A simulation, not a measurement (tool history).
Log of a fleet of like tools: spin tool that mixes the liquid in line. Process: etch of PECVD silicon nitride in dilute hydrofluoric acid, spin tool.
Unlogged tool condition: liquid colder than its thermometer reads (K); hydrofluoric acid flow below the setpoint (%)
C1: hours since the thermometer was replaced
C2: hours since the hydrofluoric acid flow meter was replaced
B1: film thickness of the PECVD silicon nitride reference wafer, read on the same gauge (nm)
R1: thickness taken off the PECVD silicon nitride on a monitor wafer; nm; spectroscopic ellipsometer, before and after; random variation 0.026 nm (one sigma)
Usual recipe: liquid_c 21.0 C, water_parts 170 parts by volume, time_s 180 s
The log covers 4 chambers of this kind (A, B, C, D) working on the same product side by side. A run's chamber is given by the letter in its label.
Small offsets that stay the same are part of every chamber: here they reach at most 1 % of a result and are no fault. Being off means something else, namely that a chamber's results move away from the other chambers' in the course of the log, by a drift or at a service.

Run 1A, hour 5.6: usual settings; C1 309.8; C2 847.1; B1 130.00. Result: R1 1.58140 nm.
Run 2B, hour 16.2: usual settings; C1 475.8; C2 381.7; B1 129.98. Result: R1 1.49210 nm.
Run 3D, hour 22.0: usual settings; C1 1300.4; C2 46.3; B1 130.02. Result: R1 1.50510 nm.
Run 4C, hour 31.7: usual settings; C1 542.3; C2 158.2; B1 130.03. Result: R1 1.47290 nm.
Run 5A, hour 43.0: usual settings; C1 347.2; C2 884.5; B1 130.03. Result: R1 1.49590 nm.
Run 6B, hour 55.3: usual settings but liquid_c 19.5 C, time_s 110 s; C1 514.9; C2 420.8; B1 130.01. Result: R1 0.82796 nm.
Run 7C, hour 61.8: usual settings but liquid_c 19.5 C, time_s 110 s; C1 572.4; C2 188.3; B1 129.98. Result: R1 0.82110 nm.
Run 8D, hour 68.7: usual settings but liquid_c 19.5 C, time_s 110 s; C1 1347.1; C2 93.0; B1 130.03. Result: R1 0.83168 nm.
Run 9A, hour 78.2: usual settings but liquid_c 19.5 C, time_s 110 s; C1 382.4; C2 919.7; B1 129.97. Result: R1 0.82310 nm.
Run 10D, hour 88.6: usual settings; C1 1367.0; C2 112.9; B1 129.98. Result: R1 1.51440 nm.
Run 11C, hour 97.1: usual settings; C1 607.7; C2 223.6; B1 130.00. Result: R1 1.44110 nm.
Run 12B, hour 103.0: usual settings; C1 562.6; C2 468.5; B1 130.01. Result: R1 1.45900 nm.
Run 13D, hour 112.7: usual settings; C1 1391.1; C2 137.0; B1 130.05. Result: R1 1.52450 nm.
Run 14A, hour 123.7: usual settings; C1 427.9; C2 965.2; B1 130.00. Result: R1 1.52620 nm.
Run 15B, hour 132.5: usual settings; C1 592.1; C2 498.0; B1 130.00. Result: R1 1.48170 nm.
Run 16C, hour 143.8: usual settings; C1 654.4; C2 270.3; B1 130.00. Result: R1 1.42100 nm.
Run 17C, hour 152.9: usual settings; C1 663.5; C2 279.4; B1 130.00. Result: R1 1.38590 nm.
Run 18D, hour 159.7: usual settings; C1 1438.1; C2 184.0; B1 129.97. Result: R1 1.48420 nm.
Run 19B, hour 171.9: usual settings; C1 631.5; C2 537.4; B1 129.98. Result: R1 1.49000 nm.
Run 20A, hour 179.4: usual settings; C1 483.6; C2 1020.9; B1 130.00. Result: R1 1.53910 nm.
Run 21C, hour 185.4: usual settings; C1 696.0; C2 311.9; B1 130.00. Result: R1 1.44320 nm.
Run 22D, hour 195.5: usual settings; C1 1473.9; C2 219.8; B1 130.00. Result: R1 1.50100 nm.
At hour 201.1: chamber A: hydrofluoric acid flow meter replaced.
Run 23B, hour 202.7: usual settings; C1 662.3; C2 568.2; B1 130.00. Result: R1 1.46390 nm.
Run 24A, hour 208.6: usual settings; C1 512.8; C2 7.5; B1 130.03. Result: R1 1.56260 nm.
Run 25B, hour 216.2: usual settings; C1 675.8; C2 581.7; B1 130.01. Result: R1 1.44960 nm.
Run 26A, hour 223.8: usual settings; C1 528.0; C2 22.7; B1 130.00. Result: R1 1.49090 nm.
Run 27D, hour 234.1: usual settings; C1 1512.5; C2 258.4; B1 130.04. Result: R1 1.50530 nm.
Run 28C, hour 244.7: usual settings; C1 755.3; C2 371.2; B1 130.00. Result: R1 1.32830 nm.
Run 29C, hour 250.3: usual settings; C1 760.9; C2 376.8; B1 130.00. Result: R1 1.29910 nm.
Run 30D, hour 256.6: usual settings; C1 1535.0; C2 280.9; B1 130.06. Result: R1 1.52540 nm.
Run 31A, hour 266.6: usual settings; C1 570.8; C2 65.5; B1 130.00. Result: R1 1.54050 nm.
Run 32B, hour 276.4: usual settings; C1 736.0; C2 641.9; B1 130.03. Result: R1 1.49200 nm.
Run 33A, hour 287.6: usual settings; C1 591.8; C2 86.5; B1 130.00. Result: R1 1.51660 nm.
Run 34D, hour 298.1: usual settings; C1 1576.5; C2 322.4; B1 129.99. Result: R1 1.50370 nm.

Each of the 4 chambers runs these same settings next. Fill in every chamber's results:
Run 35A, hour 307.0: usual settings but time_s 105 s. Result: R1 ?.
Run 35B, hour 307.0: usual settings but time_s 105 s. Result: R1 ?.
Run 35C, hour 307.0: usual settings but time_s 105 s. Result: R1 ?.
Run 35D, hour 307.0: usual settings but time_s 105 s. Result: R1 ?.

run       R1
35A  0.89118
35B  0.84958
35C  0.74454
35D  0.86291

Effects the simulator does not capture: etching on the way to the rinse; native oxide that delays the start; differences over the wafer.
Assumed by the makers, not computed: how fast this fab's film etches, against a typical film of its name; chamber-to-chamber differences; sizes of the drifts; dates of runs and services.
